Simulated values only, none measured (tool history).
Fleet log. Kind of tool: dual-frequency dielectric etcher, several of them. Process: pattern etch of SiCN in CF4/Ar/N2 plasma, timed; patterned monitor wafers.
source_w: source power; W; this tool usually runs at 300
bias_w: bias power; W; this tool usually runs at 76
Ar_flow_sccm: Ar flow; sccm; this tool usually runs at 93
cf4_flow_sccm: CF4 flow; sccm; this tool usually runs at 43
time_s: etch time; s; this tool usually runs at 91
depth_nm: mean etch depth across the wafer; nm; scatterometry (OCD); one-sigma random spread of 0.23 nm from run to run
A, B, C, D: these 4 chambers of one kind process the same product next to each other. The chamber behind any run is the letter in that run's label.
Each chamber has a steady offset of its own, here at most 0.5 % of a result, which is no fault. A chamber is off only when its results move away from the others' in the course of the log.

run	day	source_w	bias_w	Ar_flow_sccm	cf4_flow_sccm	time_s	hours since the last wet clean	hours since the last source power generator calibration	hours since the last bias power generator calibration	hours since the last Ar flow controller change	hours since the last CF4 flow controller change	read-back reference wafer on the same gauge, depth_nm	depth_nm
1A	0.279	300	76	93	43	91	338.5	1332.7	1961.6	818.7	841.3	52.816	53.024
2B	0.462	300	76	93	43	91	167	1546.2	3590.5	1270.9	1279	52.826	52.654
3D	0.658	300	76	93	43	91	17.1	1017	1125.4	2218.3	1830.4	52.829	52.9
4C	0.896	300	76	93	43	91	483.1	229	1057.6	933.2	691.8	52.817	52.307
5B	1.117	300	76	93	47	91	182.7	1561.9	3606.2	1286.6	1294.7	52.847	53.066
6C	1.25	300	76	93	47	91	491.6	237.5	1066.1	941.7	700.3	52.816	53.354
# day 1.321: chamber C: wet clean of the chamber
7A	1.383	300	76	93	47	91	365	1359.2	1988.1	845.2	867.8	52.708	53.969
8D	1.629	300	76	93	47	91	40.4	1040.3	1148.7	2241.6	1853.7	52.805	53.644
9B	1.804	300	76	93	43	91	199.2	1578.4	3622.7	1303.1	1311.2	52.799	52.655
10A	2.092	300	76	93	43	91	382	1376.2	2005.1	862.2	884.8	52.809	53.239
11D	2.379	300	76	93	43	91	58.4	1058.3	1166.7	2259.6	1871.7	52.779	52.605
12C	2.638	300	76	93	43	91	31.7	270.8	1099.4	975	733.6	52.862	52.797
13C	2.892	300	76	93	43	91	37.8	276.9	1105.5	981.1	739.7	52.733	52.957
14A	3.179	300	76	93	43	91	408.1	1402.3	2031.2	888.3	910.9	52.74	53.032
15D	3.396	340	76	93	43	91	82.8	1082.7	1191.1	2284	1896.1	52.826	58.626
16B	3.575	340	76	93	43	91	241.7	1620.9	3665.2	1345.6	1353.7	52.786	58.427
17C	3.829	340	76	93	43	91	60.3	299.4	1128	1003.6	762.2	52.769	58.087
18B	4.1	340	76	93	43	91	254.3	1633.5	3677.8	1358.2	1366.3	52.817	58.938
19A	4.329	300	76	93	43	91	435.7	1429.9	2058.8	915.9	938.5	52.821	53.311
20D	4.542	300	76	93	43	75.5	110.3	1110.2	1218.6	2311.5	1923.6	52.816	44.703
21C	4.696	300	76	93	43	75.5	81.1	320.2	1148.8	1024.4	783	52.786	43.714
22B	4.979	300	76	93	43	75.5	275.4	1654.6	3698.9	1379.3	1387.4	52.821	43.545
# day 5.162: chamber A: wet clean of the chamber
23D	5.254	300	76	93	43	75.5	127.4	1127.3	1235.7	2328.6	1940.7	52.757	44.292
24A	5.496	300	76	93	43	91	8.1	1457.9	2086.8	943.9	966.5	52.718	53.55
25B	5.721	300	76	93	43	91	293.2	1672.4	3716.7	1397.1	1405.2	52.762	52.455
26D	5.879	300	76	93	43	91	142.4	1142.3	1250.7	2343.6	1955.7	52.76	54.167
27A	6.021	300	76	93	43	91	20.7	1470.5	2099.4	956.5	979.1	52.778	53.378
28C	6.167	300	76	93	43	91	116.4	355.5	1184.1	1059.7	818.3	52.875	52.317
29A	6.358	300	76	93	43	91	28.8	1478.6	2107.5	964.6	987.2	52.818	52.97
30B	6.629	330	64	93	43	91	315	1694.2	3738.5	1418.9	1427	52.78	53.177
31C	6.867	330	64	93	43	91	133.2	372.3	1200.9	1076.5	835.1	52.757	53.35
32D	7.158	330	64	93	43	91	173.1	1173	1281.4	2374.3	1986.4	52.862	55.488
33B	7.3	330	64	93	43	91	331.1	1710.3	3754.6	1435	1443.1	52.776	53.778
34D	7.479	300	76	93	43	91	180.8	1180.7	1289.1	2382	1994.1	52.83	53.845
35A	7.738	300	76	93	43	91	61.9	1511.7	2140.6	997.7	1020.3	52.746	53.374
36C	7.996	300	76	93	43	91	160.3	399.4	1228	1103.6	862.2	52.803	52.457
37C	8.254	300	76	93	43	91	166.5	405.6	1234.2	1109.8	868.4	52.801	52.445
38A	8.558	300	76	93	43	91	81.6	1531.4	2160.3	1017.4	1040	52.824	53.427
39B	8.825	300	76	93	43	91	367.7	1746.9	3791.2	1471.6	1479.7	52.818	52.309
40D	9.042	300	76	93	43	91	218.3	1218.2	1326.6	2419.5	2031.6	52.838	54.96
41A	9.304	300	76	93	43	91	99.5	1549.3	2178.2	1035.3	1057.9	52.753	53.47
42C	9.508	300	76	93	43	91	196.6	435.7	1264.3	1139.9	898.5	52.726	52.588
43D	9.65	300	76	93	43	91	232.9	1232.8	1341.2	2434.1	2046.2	52.824	54.942

Does one chamber stand apart from the rest, does the shared gauge drift, or is all well apart from small per-chamber offsets? Give the chamber and the most likely cause, where there is one.

Chamber D drifts away from the others.
Cause: source power that arrives over what is set, % = 4.83.
The log might look much the same if the cause were instead: etch rate over this chamber's usual, %.

Below are 4 candidate recipes for chamber D's next run, each the usual settings with a change, their results shown as question marks. Which of them brings D's results back in line with what the other chambers give on the usual settings?
A result is in line if it is within this distance of the other chambers' mean on the usual settings: depth_nm 0.82 nm
44D-1	9.867	310	77	93	43	95							?
44D-2	9.867	300	75	93	43	87.5							?
44D-3	9.867	300	76	93	43	95							?
44D-4	9.867	290	76	93	43	86.5							?

Mean of the other chambers on the usual settings: depth_nm 52.772 nm
run	depth_nm
44D-1	59.528
44D-2	52.746
44D-3	57.553
44D-4	50.864
The answer is 44D-2, which returns the chamber to within the allowed miss of the others.
